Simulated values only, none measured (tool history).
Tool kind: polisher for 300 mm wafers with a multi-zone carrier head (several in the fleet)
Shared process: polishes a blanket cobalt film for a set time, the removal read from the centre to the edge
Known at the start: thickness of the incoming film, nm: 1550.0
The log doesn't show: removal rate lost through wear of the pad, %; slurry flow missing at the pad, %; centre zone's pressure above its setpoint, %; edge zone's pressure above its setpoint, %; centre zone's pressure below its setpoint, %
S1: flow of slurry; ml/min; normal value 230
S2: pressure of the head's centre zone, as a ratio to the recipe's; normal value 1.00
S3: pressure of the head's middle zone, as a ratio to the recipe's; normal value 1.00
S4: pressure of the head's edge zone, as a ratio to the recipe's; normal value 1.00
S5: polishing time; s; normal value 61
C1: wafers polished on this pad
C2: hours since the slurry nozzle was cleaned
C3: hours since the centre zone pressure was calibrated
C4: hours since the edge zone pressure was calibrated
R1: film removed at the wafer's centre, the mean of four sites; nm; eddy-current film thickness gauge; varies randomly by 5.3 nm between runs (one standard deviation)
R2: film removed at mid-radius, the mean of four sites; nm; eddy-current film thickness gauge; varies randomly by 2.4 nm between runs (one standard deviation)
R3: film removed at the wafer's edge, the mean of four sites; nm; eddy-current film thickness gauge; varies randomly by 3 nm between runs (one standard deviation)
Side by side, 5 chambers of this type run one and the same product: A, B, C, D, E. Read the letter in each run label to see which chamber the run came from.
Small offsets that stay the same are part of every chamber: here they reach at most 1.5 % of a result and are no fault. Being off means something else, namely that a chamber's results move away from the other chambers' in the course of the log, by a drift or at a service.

-- hour=3.8 chamber E: worn pad replaced by a new one
run 1E hour=13.0 | S1=230 S2=1.00 S3=1.00 S4=1.00 S5=61 | C1=134 C2=69.6 C3=52.9 C4=769.2 | R1=375.71 R2=372.18 R3=382.56
-- hour=16.9 chamber D: worn pad replaced by a new one
-- hour=20.5 chamber C: slurry nozzle cleaned
-- hour=23.0 chamber B: worn pad replaced by a new one
run 2D hour=25.7 | S1=230 S2=1.00 S3=1.00 S4=1.00 S5=61 | C1=128 C2=545.6 C3=69.9 C4=83.8 | R1=374.49 R2=381.66 R3=372.77
run 3A hour=35.8 | S1=230 S2=1.00 S3=1.00 S4=1.00 S5=61 | C1=1354 C2=46.9 C3=250.4 C4=203.7 | R1=377.37 R2=377.17 R3=371.79
-- hour=39.1 chamber A: worn pad replaced by a new one
-- hour=44.8 chamber B: centre zone pressure recalibrated
run 4B hour=45.4 | S1=230 S2=1.00 S3=1.00 S4=1.00 S5=61 | C1=325 C2=213.8 C3=0.6 C4=1243.5 | R1=370.61 R2=370.21 R3=374.93
run 5C hour=53.5 | S1=230 S2=1.00 S3=1.00 S4=1.00 S5=61 | C1=1387 C2=33.1 C3=117.5 C4=151.2 | R1=384.48 R2=375.41 R3=378.15
run 6B hour=64.0 | S1=170 S2=1.00 S3=1.00 S4=1.00 S5=44 | C1=594 C2=232.4 C3=19.2 C4=1262.1 | R1=255.52 R2=259.31 R3=262.54
-- hour=65.2 chamber C: worn pad replaced by a new one
-- hour=67.7 chamber E: edge zone pressure recalibrated
run 7D hour=74.7 | S1=170 S2=1.00 S3=1.00 S4=1.00 S5=44 | C1=837 C2=594.6 C3=118.9 C4=132.8 | R1=254.55 R2=263.48 R3=258.85
run 8A hour=84.5 | S1=170 S2=1.00 S3=1.00 S4=1.00 S5=44 | C1=657 C2=95.6 C3=299.1 C4=252.4 | R1=254.63 R2=263.14 R3=258.00
run 9C hour=93.7 | S1=170 S2=1.00 S3=1.00 S4=1.00 S5=44 | C1=412 C2=73.3 C3=157.7 C4=191.4 | R1=258.69 R2=261.06 R3=265.00
run 10E hour=102.5 | S1=170 S2=1.00 S3=1.00 S4=1.00 S5=44 | C1=1429 C2=159.1 C3=142.4 C4=34.9 | R1=257.08 R2=256.03 R3=262.07
-- hour=117.5 chamber E: worn pad replaced by a new one
run 11D hour=117.7 | S1=230 S2=1.00 S3=1.00 S4=1.00 S5=61 | C1=1460 C2=637.6 C3=161.9 C4=175.8 | R1=369.23 R2=378.98 R3=373.46
-- hour=122.9 chamber D: worn pad replaced by a new one
-- hour=126.8 chamber B: worn pad replaced by a new one
run 12A hour=129.0 | S1=230 S2=1.00 S3=1.00 S4=1.00 S5=61 | C1=1301 C2=140.1 C3=343.6 C4=296.9 | R1=373.03 R2=380.42 R3=373.53
-- hour=130.5 chamber A: worn pad replaced by a new one
run 13B hour=143.2 | S1=230 S2=1.00 S3=1.06 S4=1.00 S5=61 | C1=238 C2=311.6 C3=98.4 C4=1341.3 | R1=374.07 R2=397.72 R3=374.35
run 14C hour=154.6 | S1=230 S2=1.00 S3=1.06 S4=1.00 S5=61 | C1=1294 C2=134.2 C3=218.6 C4=252.3 | R1=368.96 R2=395.88 R3=375.69
-- hour=156.7 chamber C: worn pad replaced by a new one
run 15E hour=164.6 | S1=230 S2=1.00 S3=1.06 S4=1.00 S5=61 | C1=682 C2=221.2 C3=204.5 C4=97.0 | R1=371.06 R2=395.69 R3=382.77
-- hour=170.3 chamber B: slurry nozzle cleaned
run 16D hour=179.3 | S1=230 S2=1.00 S3=1.06 S4=1.00 S5=61 | C1=816 C2=699.2 C3=223.5 C4=237.4 | R1=370.63 R2=402.50 R3=380.32
run 17A hour=189.2 | S1=230 S2=1.00 S3=1.06 S4=1.00 S5=61 | C1=850 C2=200.3 C3=403.8 C4=357.1 | R1=368.71 R2=395.98 R3=369.64
run 18E hour=200.2 | S1=230 S2=1.00 S3=1.00 S4=1.00 S5=61 | C1=1198 C2=256.8 C3=240.1 C4=132.6 | R1=378.62 R2=373.71 R3=380.55
run 19C hour=215.0 | S1=230 S2=0.94 S3=0.94 S4=1.00 S5=61 | C1=844 C2=194.6 C3=279.0 C4=312.7 | R1=344.39 R2=358.59 R3=370.99
-- hour=221.4 chamber E: worn pad replaced by a new one
run 20B hour=230.2 | S1=230 S2=0.94 S3=0.94 S4=1.00 S5=61 | C1=1497 C2=60.0 C3=185.4 C4=1428.3 | R1=346.60 R2=355.57 R3=378.93
-- hour=231.7 chamber B: worn pad replaced by a new one
-- hour=240.9 chamber A: worn pad replaced by a new one
-- hour=243.5 chamber D: worn pad replaced by a new one
-- hour=244.8 chamber D: edge zone pressure recalibrated
run 21A hour=245.2 | S1=230 S2=0.94 S3=0.94 S4=1.00 S5=61 | C1=63 C2=256.3 C3=459.8 C4=413.1 | R1=345.12 R2=355.97 R3=371.77
-- hour=254.6 chamber B: edge zone pressure recalibrated
run 22B hour=261.5 | S1=230 S2=0.94 S3=0.94 S4=1.00 S5=61 | C1=432 C2=91.3 C3=216.7 C4=6.9 | R1=352.76 R2=354.37 R3=376.57
-- hour=268.2 chamber C: worn pad replaced by a new one
run 23C hour=274.0 | S1=230 S2=0.94 S3=0.94 S4=1.00 S5=61 | C1=84 C2=253.6 C3=338.0 C4=371.7 | R1=354.09 R2=357.03 R3=372.94
-- hour=282.0 chamber A: centre zone pressure recalibrated
run 24E hour=289.7 | S1=230 S2=1.00 S3=1.00 S4=1.00 S5=61 | C1=989 C2=346.3 C3=329.6 C4=222.1 | R1=376.34 R2=369.56 R3=379.08
run 25D hour=300.9 | S1=230 S2=1.00 S3=1.00 S4=1.00 S5=61 | C1=831 C2=820.8 C3=345.1 C4=56.2 | R1=376.55 R2=379.29 R3=379.02
run 26C hour=309.3 | S1=230 S2=1.00 S3=1.00 S4=1.00 S5=61 | C1=594 C2=288.9 C3=373.3 C4=407.0 | R1=378.95 R2=375.81 R3=372.53
run 27B hour=323.7 | S1=230 S2=1.00 S3=1.00 S4=1.00 S5=61 | C1=1332 C2=153.5 C3=278.9 C4=69.1 | R1=375.49 R2=379.72 R3=376.97
-- hour=328.4 chamber B: worn pad replaced by a new one
-- hour=328.8 chamber E: worn pad replaced by a new one
run 28E hour=335.4 | S1=200 S2=0.91 S3=1.00 S4=1.00 S5=61 | C1=95 C2=392.0 C3=375.3 C4=267.8 | R1=338.09 R2=371.12 R3=375.00
-- hour=337.1 chamber E: centre zone pressure recalibrated
-- hour=338.1 chamber C: slurry nozzle cleaned
-- hour=339.4 chamber A: worn pad replaced by a new one
-- hour=340.4 chamber D: slurry nozzle cleaned
run 29D hour=349.0 | S1=200 S2=0.91 S3=1.00 S4=1.00 S5=61 | C1=1527 C2=8.7 C3=393.2 C4=104.3 | R1=334.26 R2=369.10 R3=371.87
-- hour=354.4 chamber D: worn pad replaced by a new one
run 30A hour=363.1 | S1=200 S2=0.91 S3=1.00 S4=1.00 S5=61 | C1=344 C2=374.2 C3=81.1 C4=531.0 | R1=333.62 R2=374.62 R3=362.04
-- hour=375.3 chamber C: worn pad replaced by a new one
run 31A hour=378.8 | S1=200 S2=0.91 S3=1.00 S4=1.00 S5=61 | C1=571 C2=389.9 C3=96.8 C4=546.7 | R1=329.30 R2=368.89 R3=367.75
run 32E hour=390.7 | S1=200 S2=0.91 S3=1.00 S4=1.00 S5=61 | C1=895 C2=447.3 C3=53.6 C4=323.1 | R1=326.01 R2=371.84 R3=371.16
run 33D hour=405.2 | S1=230 S2=1.00 S3=1.00 S4=1.00 S5=61 | C1=735 C2=64.9 C3=449.4 C4=160.5 | R1=373.65 R2=379.43 R3=372.90
run 34C hour=415.3 | S1=230 S2=1.00 S3=1.00 S4=1.00 S5=61 | C1=579 C2=77.2 C3=479.3 C4=513.0 | R1=374.44 R2=375.24 R3=374.49
-- hour=419.6 chamber B: worn pad replaced by a new one
run 35B hour=430.2 | S1=230 S2=1.00 S3=1.00 S4=1.00 S5=61 | C1=154 C2=260.0 C3=385.4 C4=175.6 | R1=369.81 R2=376.75 R3=369.02
-- hour=431.6 chamber E: worn pad replaced by a new one
run 36D hour=443.4 | S1=230 S2=1.00 S3=1.00 S4=1.00 S5=61 | C1=1288 C2=103.1 C3=487.6 C4=198.7 | R1=374.97 R2=380.84 R3=375.46
-- hour=449.2 chamber D: worn pad replaced by a new one
run 37C hour=451.5 | S1=230 S2=1.00 S3=1.00 S4=1.00 S5=61 | C1=1103 C2=113.4 C3=515.5 C4=549.2 | R1=369.50 R2=379.76 R3=373.78
-- hour=452.4 chamber A: worn pad replaced by a new one
run 38B hour=460.8 | S1=230 S2=1.00 S3=1.00 S4=1.00 S5=61 | C1=597 C2=290.6 C3=416.0 C4=206.2 | R1=378.31 R2=378.94 R3=375.71
-- hour=470.2 chamber E: slurry nozzle cleaned
run 39E hour=471.2 | S1=230 S2=1.00 S3=1.00 S4=1.00 S5=61 | C1=573 C2=1.1 C3=134.1 C4=403.6 | R1=379.54 R2=376.44 R3=379.58
run 40A hour=485.4 | S1=230 S2=1.00 S3=1.00 S4=1.00 S5=61 | C1=478 C2=496.5 C3=203.4 C4=653.3 | R1=373.02 R2=378.97 R3=368.38
run 41D hour=496.9 | S1=230 S2=1.00 S3=1.00 S4=1.09 S5=61 | C1=691 C2=156.6 C3=541.1 C4=252.2 | R1=374.18 R2=380.13 R3=397.46
run 42A hour=510.9 | S1=230 S2=1.00 S3=1.00 S4=1.09 S5=61 | C1=847 C2=522.0 C3=228.9 C4=678.8 | R1=371.02 R2=381.21 R3=394.25
run 43E hour=527.3 | S1=230 S2=1.00 S3=1.00 S4=1.09 S5=61 | C1=1385 C2=57.2 C3=190.2 C4=459.7 | R1=370.88 R2=368.18 R3=396.98

All chambers now run identical settings, listed one chamber a line with results as question marks. What results will each chamber show?
run 44A hour=539.0 | S1=230 S2=1.00 S3=1.00 S4=1.00 S5=74 | R1=? R2=? R3=?
run 44B hour=539.0 | S1=230 S2=1.00 S3=1.00 S4=1.00 S5=74 | R1=? R2=? R3=?
run 44C hour=539.0 | S1=230 S2=1.00 S3=1.00 S4=1.00 S5=74 | R1=? R2=? R3=?
run 44D hour=539.0 | S1=230 S2=1.00 S3=1.00 S4=1.00 S5=74 | R1=? R2=? R3=?
run 44E hour=539.0 | S1=230 S2=1.00 S3=1.00 S4=1.00 S5=74 | R1=? R2=? R3=?

run=44A R1=449.53 R2=453.62 R3=447.48
run=44B R1=457.43 R2=456.98 R3=460.82
run=44C R1=449.31 R2=462.65 R3=459.86
run=44D R1=445.19 R2=463.65 R3=459.47
run=44E R1=457.87 R2=453.37 R3=458.70

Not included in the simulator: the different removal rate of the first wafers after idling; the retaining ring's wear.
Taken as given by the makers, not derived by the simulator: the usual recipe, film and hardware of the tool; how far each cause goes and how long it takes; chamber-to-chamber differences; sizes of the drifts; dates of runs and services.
